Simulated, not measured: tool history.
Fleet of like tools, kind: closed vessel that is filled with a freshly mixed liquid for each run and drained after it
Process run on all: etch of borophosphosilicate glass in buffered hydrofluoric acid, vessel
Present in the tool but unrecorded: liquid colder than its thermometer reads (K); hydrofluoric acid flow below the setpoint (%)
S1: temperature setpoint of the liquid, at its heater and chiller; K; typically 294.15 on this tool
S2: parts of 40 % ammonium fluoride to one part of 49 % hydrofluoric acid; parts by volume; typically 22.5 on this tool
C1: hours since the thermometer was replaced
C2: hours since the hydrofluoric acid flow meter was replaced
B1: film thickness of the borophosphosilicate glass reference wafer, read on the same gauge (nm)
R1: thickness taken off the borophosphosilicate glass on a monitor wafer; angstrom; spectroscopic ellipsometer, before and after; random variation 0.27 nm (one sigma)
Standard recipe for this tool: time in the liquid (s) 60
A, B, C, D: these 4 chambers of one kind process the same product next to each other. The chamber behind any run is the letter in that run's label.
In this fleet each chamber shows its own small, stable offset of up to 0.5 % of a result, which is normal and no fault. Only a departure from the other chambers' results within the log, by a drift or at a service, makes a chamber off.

{"run": "1A", "day": 0.412, "S1": 294.15, "S2": 22.5, "time in the liquid (s)": 60, "C1": 2394.2, "C2": 120.9, "B1": 69.976, "R1": 565.13}
{"day": 0.658, "done": "chamber B: hydrofluoric acid flow meter replaced"}
{"run": "2C", "day": 0.833, "S1": 294.15, "S2": 22.5, "time in the liquid (s)": 60, "C1": 2163.4, "C2": 344.1, "B1": 70, "R1": 564.47}
{"run": "3D", "day": 1.383, "S1": 294.15, "S2": 22.5, "time in the liquid (s)": 60, "C1": 144.4, "C2": 1266.2, "B1": 69.992, "R1": 567.02}
{"run": "4B", "day": 1.879, "S1": 294.15, "S2": 22.5, "time in the liquid (s)": 60, "C1": 525, "C2": 29.3, "B1": 69.935, "R1": 563.49}
{"run": "5C", "day": 2.162, "S1": 290.15, "S2": 14.5, "time in the liquid (s)": 60, "C1": 2195.3, "C2": 376, "B1": 70.019, "R1": 668.28}
{"run": "6D", "day": 2.704, "S1": 290.15, "S2": 14.5, "time in the liquid (s)": 60, "C1": 176.1, "C2": 1297.9, "B1": 70.002, "R1": 679.35}
{"run": "7B", "day": 3.225, "S1": 290.15, "S2": 14.5, "time in the liquid (s)": 60, "C1": 557.3, "C2": 61.6, "B1": 69.982, "R1": 679.73}
{"run": "8A", "day": 3.725, "S1": 290.15, "S2": 14.5, "time in the liquid (s)": 60, "C1": 2473.7, "C2": 200.4, "B1": 70.017, "R1": 681.85}
{"run": "9A", "day": 4.029, "S1": 294.15, "S2": 22.5, "time in the liquid (s)": 60, "C1": 2481, "C2": 207.7, "B1": 70.002, "R1": 569.79}
{"run": "10C", "day": 4.488, "S1": 296.15, "S2": 22.5, "time in the liquid (s)": 70, "C1": 2251.1, "C2": 431.8, "B1": 69.986, "R1": 742.9}
{"run": "11D", "day": 5.029, "S1": 296.15, "S2": 22.5, "time in the liquid (s)": 70, "C1": 231.9, "C2": 1353.7, "B1": 69.97, "R1": 736.86}
{"run": "12B", "day": 5.296, "S1": 296.15, "S2": 22.5, "time in the liquid (s)": 70, "C1": 607, "C2": 111.3, "B1": 70.022, "R1": 747}
{"run": "13B", "day": 5.7, "S1": 296.15, "S2": 22.5, "time in the liquid (s)": 70, "C1": 616.7, "C2": 121, "B1": 70.017, "R1": 743.33}
{"day": 5.904, "done": "chamber A: thermometer replaced"}
{"run": "14A", "day": 6.038, "S1": 294.15, "S2": 22.5, "time in the liquid (s)": 60, "C1": 3.2, "C2": 255.9, "B1": 69.988, "R1": 569.95}
{"run": "15C", "day": 6.321, "S1": 292.65, "S2": 22.5, "time in the liquid (s)": 60, "C1": 2295.1, "C2": 475.8, "B1": 69.96, "R1": 516.39}
{"run": "16D", "day": 6.638, "S1": 292.65, "S2": 22.5, "time in the liquid (s)": 60, "C1": 270.5, "C2": 1392.3, "B1": 69.976, "R1": 520.75}
{"run": "17D", "day": 7.079, "S1": 292.65, "S2": 22.5, "time in the liquid (s)": 60, "C1": 281.1, "C2": 1402.9, "B1": 70.011, "R1": 520.49}
{"run": "18B", "day": 7.525, "S1": 292.65, "S2": 22.5, "time in the liquid (s)": 60, "C1": 660.5, "C2": 164.8, "B1": 70.043, "R1": 517.19}
{"run": "19A", "day": 7.996, "S1": 294.15, "S2": 22.5, "time in the liquid (s)": 60, "C1": 50.2, "C2": 302.9, "B1": 69.986, "R1": 568.45}
{"run": "20C", "day": 8.479, "S1": 294.15, "S2": 22.5, "time in the liquid (s)": 60, "C1": 2346.9, "C2": 527.6, "B1": 69.985, "R1": 566.32}
{"run": "21C", "day": 8.954, "S1": 296.15, "S2": 22.5, "time in the liquid (s)": 70, "C1": 2358.3, "C2": 539, "B1": 69.99, "R1": 737.08}
{"run": "22A", "day": 9.358, "S1": 296.15, "S2": 22.5, "time in the liquid (s)": 70, "C1": 82.9, "C2": 335.6, "B1": 70.022, "R1": 739.47}
{"run": "23B", "day": 9.621, "S1": 296.15, "S2": 22.5, "time in the liquid (s)": 70, "C1": 710.8, "C2": 215.1, "B1": 70.006, "R1": 716.18}
{"run": "24D", "day": 10.046, "S1": 296.15, "S2": 22.5, "time in the liquid (s)": 70, "C1": 352.3, "C2": 1474.1, "B1": 70.023, "R1": 741.67}
{"run": "25B", "day": 10.554, "S1": 294.15, "S2": 22.5, "time in the liquid (s)": 60, "C1": 733.2, "C2": 237.5, "B1": 70.025, "R1": 551.6}
{"run": "26A", "day": 11.067, "S1": 294.15, "S2": 22.5, "time in the liquid (s)": 60, "C1": 123.9, "C2": 376.6, "B1": 69.974, "R1": 566.69}
{"run": "27D", "day": 11.633, "S1": 294.15, "S2": 22.5, "time in the liquid (s)": 60, "C1": 390.4, "C2": 1512.2, "B1": 69.998, "R1": 570.07}
{"run": "28C", "day": 11.967, "S1": 294.15, "S2": 22.5, "time in the liquid (s)": 60, "C1": 2430.6, "C2": 611.3, "B1": 69.989, "R1": 570.06}
{"run": "29D", "day": 12.488, "S1": 294.15, "S2": 22.5, "time in the liquid (s)": 60, "C1": 410.9, "C2": 1532.7, "B1": 69.955, "R1": 566.38}
{"run": "30B", "day": 12.842, "S1": 294.15, "S2": 22.5, "time in the liquid (s)": 60, "C1": 788.1, "C2": 292.4, "B1": 69.987, "R1": 535.61}
{"run": "31A", "day": 13.242, "S1": 294.15, "S2": 22.5, "time in the liquid (s)": 60, "C1": 176.1, "C2": 428.8, "B1": 70.007, "R1": 564.54}
{"run": "32C", "day": 13.721, "S1": 290.15, "S2": 19.5, "time in the liquid (s)": 60, "C1": 2472.7, "C2": 653.4, "B1": 70.001, "R1": 502.28}
{"run": "33B", "day": 14.317, "S1": 290.15, "S2": 19.5, "time in the liquid (s)": 60, "C1": 823.5, "C2": 327.8, "B1": 69.991, "R1": 476.31}
{"run": "34A", "day": 14.896, "S1": 290.15, "S2": 19.5, "time in the liquid (s)": 60, "C1": 215.8, "C2": 468.5, "B1": 69.994, "R1": 506.94}

Predict what each chamber gives when all 4 of them run the settings below next.
{"run": "35A", "day": 15.321, "S1": 294.15, "S2": 22.5, "time in the liquid (s)": 60, "R1": "?"}
{"run": "35B", "day": 15.321, "S1": 294.15, "S2": 22.5, "time in the liquid (s)": 60, "R1": "?"}
{"run": "35C", "day": 15.321, "S1": 294.15, "S2": 22.5, "time in the liquid (s)": 60, "R1": "?"}
{"run": "35D", "day": 15.321, "S1": 294.15, "S2": 22.5, "time in the liquid (s)": 60, "R1": "?"}

run=35A R1=568.5
run=35B R1=531.05
run=35C R1=563.46
run=35D R1=563.16
